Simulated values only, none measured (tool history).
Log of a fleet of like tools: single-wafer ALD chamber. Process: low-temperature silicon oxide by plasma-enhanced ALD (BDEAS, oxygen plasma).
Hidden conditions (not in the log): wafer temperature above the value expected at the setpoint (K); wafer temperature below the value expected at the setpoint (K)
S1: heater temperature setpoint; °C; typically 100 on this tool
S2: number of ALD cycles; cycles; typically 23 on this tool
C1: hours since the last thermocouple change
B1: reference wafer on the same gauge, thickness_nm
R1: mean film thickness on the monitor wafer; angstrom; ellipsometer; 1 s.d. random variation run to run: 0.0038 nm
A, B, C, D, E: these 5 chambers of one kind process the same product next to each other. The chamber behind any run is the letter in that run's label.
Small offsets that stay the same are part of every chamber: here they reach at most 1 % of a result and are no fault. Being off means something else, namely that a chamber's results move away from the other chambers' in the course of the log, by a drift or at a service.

| run | hour | S1 | S2 | C1 | B1 | R1 |
|---|---|---|---|---|---|---|
| 1B | 9.5 | 100 | 23 | 938.9 | 3.1507 | 33.009 |
| 2E | 18.2 | 100 | 23 | 515.1 | 3.1510 | 32.993 |
| 3A | 23.4 | 100 | 23 | 1438.9 | 3.1519 | 32.950 |
| 4D | 29.1 | 100 | 23 | 1574.8 | 3.1505 | 32.620 |
| 5C | 38.9 | 100 | 23 | 748.4 | 3.1526 | 33.105 |
| 6E | 48.8 | 100 | 23 | 545.7 | 3.1522 | 32.995 |
| 7C | 57.8 | 100 | 23 | 767.3 | 3.1538 | 33.036 |
| 8B | 65.7 | 100 | 23 | 995.1 | 3.1543 | 33.037 |
| 9A | 75.4 | 100 | 23 | 1490.9 | 3.1546 | 32.955 |
| 10D | 83.7 | 100 | 23 | 1629.4 | 3.1541 | 32.678 |
| 11C | 89.2 | 100 | 23 | 798.7 | 3.1547 | 33.103 |
| 12B | 95.3 | 100 | 23 | 1024.7 | 3.1551 | 33.010 |
| 13A | 106.3 | 100 | 23 | 1521.8 | 3.1557 | 33.007 |
| 14E | 117.9 | 100 | 23 | 614.8 | 3.1567 | 32.981 |
| 15D | 125.1 | 100 | 23 | 1670.8 | 3.1571 | 32.626 |
| 16A | 134.6 | 100 | 23 | 1550.1 | 3.1570 | 33.043 |
| 17B | 146.3 | 108 | 21 | 1075.7 | 3.1581 | 29.747 |
| 18C | 153.1 | 108 | 21 | 862.6 | 3.1584 | 29.757 |
| 19E | 161.5 | 108 | 21 | 658.4 | 3.1593 | 29.734 |
| 20D | 166.8 | 108 | 21 | 1712.5 | 3.1603 | 29.407 |
| 21B | 172.3 | 108 | 21 | 1101.7 | 3.1597 | 29.712 |
| 22C | 184.2 | 100 | 20 | 893.7 | 3.1608 | 28.839 |
| 23D | 191.1 | 100 | 20 | 1736.8 | 3.1614 | 28.468 |
| 24A | 198.8 | 100 | 20 | 1614.3 | 3.1625 | 28.685 |
| 25E | 208.4 | 100 | 20 | 705.3 | 3.1627 | 28.799 |
| 26A | 215.7 | 100 | 20 | 1631.2 | 3.1634 | 28.759 |
| 27E | 225.6 | 100 | 23 | 722.5 | 3.1625 | 33.155 |
| 28C | 231.8 | 100 | 23 | 941.3 | 3.1625 | 33.227 |
| 29D | 242.0 | 100 | 23 | 1787.7 | 3.1635 | 32.767 |
| 30B | 253.4 | 100 | 23 | 1182.8 | 3.1650 | 33.096 |

Has any chamber moved away from the others, gradually or after a service, or does the common gauge drift, or do the chambers differ only by their own small steady offsets? State the chamber and the most likely cause if one applies.

No chamber is off; the gauge reading every chamber's wafers drifts, which makes the whole fleet appear to move together.
Cause: gauge reads high (%) = 0.479.

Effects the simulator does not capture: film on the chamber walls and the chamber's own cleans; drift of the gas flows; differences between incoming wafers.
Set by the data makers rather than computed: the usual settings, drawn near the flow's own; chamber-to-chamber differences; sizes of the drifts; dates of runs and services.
